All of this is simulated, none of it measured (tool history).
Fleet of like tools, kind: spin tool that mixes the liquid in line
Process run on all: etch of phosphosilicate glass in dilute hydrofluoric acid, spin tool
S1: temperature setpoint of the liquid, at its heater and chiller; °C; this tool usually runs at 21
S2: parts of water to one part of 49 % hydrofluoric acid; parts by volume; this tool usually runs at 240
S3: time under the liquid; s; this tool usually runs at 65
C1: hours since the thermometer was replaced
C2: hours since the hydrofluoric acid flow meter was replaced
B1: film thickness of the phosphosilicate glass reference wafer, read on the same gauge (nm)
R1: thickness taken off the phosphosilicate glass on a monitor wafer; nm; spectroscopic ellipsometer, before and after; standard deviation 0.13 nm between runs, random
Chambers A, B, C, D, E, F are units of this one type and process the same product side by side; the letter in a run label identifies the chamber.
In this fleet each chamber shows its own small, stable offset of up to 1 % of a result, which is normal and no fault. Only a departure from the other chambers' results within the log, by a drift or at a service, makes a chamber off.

Run 1A, hour 8.5: usual settings; C1 950.3; C2 1051.1; B1 30.024. Result: R1 26.2030 nm.
Run 2E, hour 16.6: usual settings; C1 1141.0; C2 310.3; B1 29.959. Result: R1 26.5300 nm.
Run 3B, hour 26.3: usual settings; C1 692.4; C2 724.8; B1 30.022. Result: R1 26.1590 nm.
Run 4D, hour 35.3: usual settings; C1 854.3; C2 54.1; B1 30.071. Result: R1 26.2000 nm.
Run 5C, hour 44.6: usual settings; C1 2304.6; C2 385.9; B1 30.007. Result: R1 26.1870 nm.
Run 6F, hour 52.1: usual settings; C1 1502.7; C2 1333.1; B1 30.031. Result: R1 25.9780 nm.
Run 7A, hour 57.7: usual settings; C1 999.5; C2 1100.3; B1 29.978. Result: R1 26.5380 nm.
Run 8E, hour 65.9: usual settings; C1 1190.3; C2 359.6; B1 30.080. Result: R1 26.3430 nm.
Run 9C, hour 77.5: usual settings but S2 190 parts by volume, S3 35 s; C1 2337.5; C2 418.8; B1 29.941. Result: R1 18.9050 nm.
Run 10F, hour 83.3: usual settings but S2 190 parts by volume, S3 35 s; C1 1533.9; C2 1364.3; B1 30.008. Result: R1 18.4140 nm.
Run 11D, hour 92.4: usual settings but S2 190 parts by volume, S3 35 s; C1 911.4; C2 111.2; B1 30.027. Result: R1 18.7460 nm.
Run 12B, hour 101.9: usual settings but S2 190 parts by volume, S3 35 s; C1 768.0; C2 800.4; B1 30.075. Result: R1 18.8280 nm.
Run 13C, hour 108.8: usual settings but S2 190 parts by volume, S3 35 s; C1 2368.8; C2 450.1; B1 30.037. Result: R1 18.8740 nm.
Run 14A, hour 118.0: usual settings but S2 190 parts by volume, S3 35 s; C1 1059.8; C2 1160.6; B1 30.024. Result: R1 18.7870 nm.
Run 15E, hour 125.1: usual settings; C1 1249.5; C2 418.8; B1 30.016. Result: R1 25.9200 nm.
Run 16F, hour 135.0: usual settings; C1 1585.6; C2 1416.0; B1 30.043. Result: R1 25.9560 nm.
Run 17D, hour 145.4: usual settings; C1 964.4; C2 164.2; B1 30.004. Result: R1 26.0600 nm.
Run 18B, hour 156.7: usual settings; C1 822.8; C2 855.2; B1 29.989. Result: R1 26.2230 nm.
Run 19B, hour 169.2: usual settings; C1 835.3; C2 867.7; B1 29.989. Result: R1 26.3700 nm.
At hour 178.6: chamber F: hydrofluoric acid flow meter replaced.
Run 20D, hour 180.7: usual settings; C1 999.7; C2 199.5; B1 29.965. Result: R1 26.1020 nm.
Run 21A, hour 186.2: usual settings; C1 1128.0; C2 1228.8; B1 29.983. Result: R1 26.1080 nm.
At hour 187.0: chamber A: thermometer replaced.
Run 22C, hour 197.0: usual settings; C1 2457.0; C2 538.3; B1 29.994. Result: R1 26.2270 nm.
At hour 199.4: chamber B: hydrofluoric acid flow meter replaced.
Run 23F, hour 209.0: usual settings but S2 315 parts by volume, S3 30 s; C1 1659.6; C2 30.4; B1 29.979. Result: R1 8.5504 nm.
Run 24E, hour 217.9: usual settings but S2 315 parts by volume, S3 30 s; C1 1342.3; C2 511.6; B1 29.985. Result: R1 8.6500 nm.
Run 25A, hour 230.0: usual settings but S2 315 parts by volume, S3 30 s; C1 43.0; C2 1272.6; B1 30.045. Result: R1 8.6896 nm.
At hour 231.8: chamber E: hydrofluoric acid flow meter replaced.
Run 26D, hour 241.5: usual settings but S2 315 parts by volume, S3 30 s; C1 1060.5; C2 260.3; B1 29.983. Result: R1 8.4520 nm.
Run 27F, hour 253.9: usual settings but S2 315 parts by volume, S3 30 s; C1 1704.5; C2 75.3; B1 30.023. Result: R1 8.5872 nm.
Run 28E, hour 265.4: usual settings but S2 315 parts by volume, S3 30 s; C1 1389.8; C2 33.7; B1 30.018. Result: R1 8.5695 nm.
Run 29B, hour 272.9: usual settings; C1 939.0; C2 73.5; B1 29.996. Result: R1 25.9160 nm.
At hour 278.1: chamber A: hydrofluoric acid flow meter replaced.
Run 30C, hour 285.4: usual settings but S2 165 parts by volume; C1 2545.4; C2 626.7; B1 30.010. Result: R1 41.4560 nm.
Run 31F, hour 298.1: usual settings but S2 165 parts by volume; C1 1748.7; C2 119.5; B1 30.051. Result: R1 40.9630 nm.
Run 32A, hour 308.9: usual settings but S2 165 parts by volume; C1 121.9; C2 30.8; B1 30.003. Result: R1 41.3050 nm.
Run 33B, hour 321.3: usual settings but S2 165 parts by volume; C1 987.4; C2 121.9; B1 30.025. Result: R1 40.9900 nm.
Run 34C, hour 331.0: usual settings but S2 165 parts by volume; C1 2591.0; C2 672.3; B1 30.037. Result: R1 41.5000 nm.
Run 35D, hour 337.8: usual settings but S2 165 parts by volume; C1 1156.8; C2 356.6; B1 30.063. Result: R1 40.9210 nm.
Run 36E, hour 345.3: usual settings but S2 335 parts by volume; C1 1469.7; C2 113.6; B1 30.021. Result: R1 17.3120 nm.
Run 37D, hour 355.5: usual settings but S2 335 parts by volume; C1 1174.5; C2 374.3; B1 30.001. Result: R1 17.0440 nm.
Run 38B, hour 364.6: usual settings but S2 335 parts by volume; C1 1030.7; C2 165.2; B1 29.976. Result: R1 17.0850 nm.
Run 39C, hour 374.8: usual settings but S2 335 parts by volume; C1 2634.8; C2 716.1; B1 29.986. Result: R1 17.0120 nm.
At hour 380.7: chamber C: thermometer replaced.
Run 40F, hour 383.5: usual settings but S2 335 parts by volume; C1 1834.1; C2 204.9; B1 30.015. Result: R1 17.1010 nm.
Run 41A, hour 391.7: usual settings but S2 335 parts by volume; C1 204.7; C2 113.6; B1 30.015. Result: R1 17.2480 nm.
Run 42E, hour 399.4: usual settings; C1 1523.8; C2 167.7; B1 29.975. Result: R1 26.1670 nm.
Run 43E, hour 405.2: usual settings but S2 155 parts by volume; C1 1529.6; C2 173.5; B1 29.964. Result: R1 43.3190 nm.
Run 44C, hour 411.0: usual settings but S2 155 parts by volume; C1 30.3; C2 752.3; B1 29.999. Result: R1 44.8560 nm.

One chamber off, gauge drift, or nothing amiss beyond the chambers' own small offsets? If it is a chamber, which one, and what is the likeliest cause?

Beyond each chamber's small constant offset nothing stands out, and the gauge stays steady.
